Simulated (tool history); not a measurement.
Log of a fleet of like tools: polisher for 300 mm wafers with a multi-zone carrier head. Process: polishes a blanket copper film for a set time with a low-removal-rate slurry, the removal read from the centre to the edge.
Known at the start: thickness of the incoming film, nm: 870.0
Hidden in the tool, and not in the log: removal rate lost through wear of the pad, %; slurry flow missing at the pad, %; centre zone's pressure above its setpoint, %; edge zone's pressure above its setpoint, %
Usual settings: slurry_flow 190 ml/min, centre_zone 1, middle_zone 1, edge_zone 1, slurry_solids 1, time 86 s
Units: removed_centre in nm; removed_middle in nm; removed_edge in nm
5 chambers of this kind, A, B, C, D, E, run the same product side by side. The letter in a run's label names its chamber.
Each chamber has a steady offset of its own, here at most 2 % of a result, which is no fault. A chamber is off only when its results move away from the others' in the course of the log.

run   hour  slurry_flow  centre_zone  middle_zone  edge_zone  slurry_solids  time  wafers polished on this pad  hours since the slurry nozzle was cleaned  hours since the centre zone pressure was calibrated  hours since the edge zone pressure was calibrated  removed_centre  removed_middle  removed_edge
 1C    4.9          190            1            1          1              1    86                          361                                       82.8                                                 34.1                                              275.5           270.4          270.42        271.47
 2E    7.8          190            1            1          1              1    86                         1188                                      120.2                                                664.6                                               49.2          267.79           268.4        264.34
 3D   12.2          190            1            1          1              1    86                          920                                      467.3                                                502.1                                              651.6          265.43          267.17        268.89
      12.8  -- chamber D: slurry nozzle cleaned
 4A   14.6          190            1            1          1              1    86                          270                                       32.9                                                138.5                                              230.8          265.85          265.05        270.02
 5B   18.5          190            1            1          1              1    86                          859                                      227.2                                               1180.6                                              153.4          265.62          265.79        265.81
 6D   23.3          190            1            1          1              1    86                         1034                                       10.5                                                513.2                                              662.7          267.78          268.45        271.42
 7A     26          190            1            1          1              1    86                          386                                       44.3                                                149.9                                              242.2          263.94          263.53        269.55
 8B   30.6          190            1            1          1              1    86                          982                                      239.3                                               1192.7                                              165.5          268.04          266.87        266.93
 9C   35.2          190            1            1          1           1.25    86                          670                                      113.1                                                 64.4                                              305.8          281.84          283.44        284.91
        38  -- chamber E: worn pad replaced by a new one
10E   40.1          190            1            1          1           1.25    86                           22                                      152.5                                                696.9                                               81.5          281.27          280.58        282.88
      41.4  -- chamber D: worn pad replaced by a new one
11E   43.4          190            1            1          1           1.25    86                           55                                      155.8                                                700.2                                               84.8          280.11          280.88        282.02
12B   46.6          190            1            1          1           1.25    86                         1146                                      255.3                                               1208.7                                              181.5          277.54          276.82        277.72
13A   49.1          190            1            1          1           1.25    86                          622                                       67.4                                                  173                                              265.3          274.54          278.58        280.54
14D   52.4          190            1            1          1              1    86                          113                                       39.6                                                542.3                                              691.8          268.77          266.24        267.38
      55.7  -- chamber B: worn pad replaced by a new one
15C   56.2          190            1            1          1              1    86                          885                                      134.1                                                 85.4                                              326.8          270.52          267.46        271.58
      56.6  -- chamber A: worn pad replaced by a new one
      58.4  -- chamber C: worn pad replaced by a new one
16A   59.1          190            1            1          1              1    86                           26                                       77.4                                                  183                                              275.3          267.27          268.66        268.71
17B     64          190            1            1          1            0.8    86                           85                                      272.7                                               1226.1                                              198.9          252.37          255.52        249.08
18E   67.1          190            1            1          1            0.8    86                          298                                      179.5                                                723.9                                              108.5          258.65          252.73        257.99
19D   71.4          190            1            1          1            0.8    86                          307                                       58.6                                                561.3                                              710.8          254.34          255.05        254.22
20C   76.4          190            1            1          1            0.8    86                          184                                      154.3                                                105.6                                                347           253.3          256.43        260.72
21B   78.8          190            1            1          1            0.8    86                          236                                      287.5                                               1240.9                                              213.7          255.59          253.61        255.57
22A     83          190            1         1.04          1              1    86                          270                                      101.3                                                206.9                                              299.2          271.06          278.75        267.31
23E   86.8          190            1         1.04          1              1    86                          499                                      199.2                                                743.6                                              128.2          271.98          276.86        269.17
24D   89.7          190            1         1.04          1              1    86                          494                                       76.9                                                579.6                                              729.1          265.65          278.09        265.88
      91.7  -- chamber E: slurry nozzle cleaned
25C   92.1          190            1         1.04          1              1    86                          345                                        170                                                121.3                                              362.7          268.22          280.95        269.11
26A   97.2          190            1         1.04          1              1    86                          416                                      115.5                                                221.1                                              313.4          266.91          275.35        262.24
27B  101.8          190            1            1          1              1    86                          471                                      310.5                                               1263.9                                              236.7          268.37          266.15        270.79
28C  104.4          190            1            1          1              1    72                          470                                      182.3                                                133.6                                                375          224.11          220.64        226.84
29E  107.7          190            1            1          1              1    72                          713                                         16                                                764.5                                              149.1          227.74          224.26        225.12
30D    110          190            1            1          1              1    72                          702                                       97.2                                                599.9                                              749.4          227.64          224.82           228

What goes on in this fleet: one chamber off, a drifting gauge, or nothing beyond the chambers' own small offsets? Name the chamber and the cause, if any.

No chamber stands off beyond its own small offset, and the gauge holds steady.

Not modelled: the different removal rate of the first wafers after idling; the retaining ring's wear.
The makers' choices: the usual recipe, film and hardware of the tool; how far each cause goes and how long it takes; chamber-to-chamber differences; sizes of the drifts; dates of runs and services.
